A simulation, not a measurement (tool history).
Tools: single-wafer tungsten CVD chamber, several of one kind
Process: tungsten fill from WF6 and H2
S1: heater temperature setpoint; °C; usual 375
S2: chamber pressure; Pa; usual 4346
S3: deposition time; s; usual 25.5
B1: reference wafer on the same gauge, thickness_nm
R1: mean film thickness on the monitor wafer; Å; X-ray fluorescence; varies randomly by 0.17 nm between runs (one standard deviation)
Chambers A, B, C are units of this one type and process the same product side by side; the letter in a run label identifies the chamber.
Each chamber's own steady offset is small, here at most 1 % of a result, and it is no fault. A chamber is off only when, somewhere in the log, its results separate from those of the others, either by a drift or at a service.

run   hour   S1    S2    S3      B1      R1
 1B    7.0  375  4346  25.5  52.031  468.48
 2A   14.1  375  4346  25.5  52.137  473.34
 3C   19.7  375  4346  25.5  52.102  470.15
 4A   24.8  375  4346  25.5  52.052  469.39
 5C   31.0  375  4346  25.5  52.089  467.99
 6B   36.0  375  4346  25.5  52.090  468.38
 7A   41.2  375  4346  25.5  52.053  470.79
 8C   46.2  375  4346  21.3  52.095  392.45
 9B   52.3  375  4346  21.3  52.099  391.73
10A   55.7  375  4346  21.3  52.116  391.14
11C   61.2  375  4346  27.7  52.071  511.60
12B   65.1  375  4346  27.7  52.141  507.47
13A   72.2  375  4346  27.7  52.099  512.23
14C   77.4  375  4346  25.5  52.144  469.58
15B   84.9  375  4346  25.5  52.125  468.73
16B   91.5  375  4346  25.5  52.121  468.11
17C   97.8  375  4346  25.5  52.108  474.07
      97.9  -- chamber B: thermocouple changed; heater temperature recalibrated
18A  104.5  375  4346  25.5  52.083  473.96
19C  108.9  388  4346  25.5  52.074  608.13
20A  112.4  388  4346  25.5  52.092  613.29
21B  118.0  388  4346  25.5  52.052  596.25
22B  124.7  375  4346  25.5  52.118  457.09
23C  130.9  375  4346  25.5  52.112  467.50
24A  134.5  375  4346  25.5  52.115  471.82
25B  138.7  375  4346  25.5  52.135  460.94
26A  142.0  375  4346  25.5  52.133  471.87
27C  149.5  375  4346  25.5  52.084  469.44
28A  155.9  375  4346  25.5  52.122  470.42
29C  160.6  380  4826  25.5  52.075  546.26
30B  164.5  380  4826  25.5  52.142  531.18
31A  169.9  380  4826  25.5  52.103  548.92
32B  173.1  375  4346  25.5  52.098  456.50
33C  177.0  375  3346  21.1  52.088  340.83
34A  184.5  375  3346  21.1  52.107  344.79
35C  189.1  375  3346  21.1  52.075  343.35

The same settings go to every chamber for the next run, one line per chamber below. Forecast the results for each:
36A  194.5  375  4346  21.1       ?
36B  194.5  375  4346  21.1       ?
36C  194.5  375  4346  21.1       ?

run      R1
36A  389.99
36B  379.39
36C  386.23
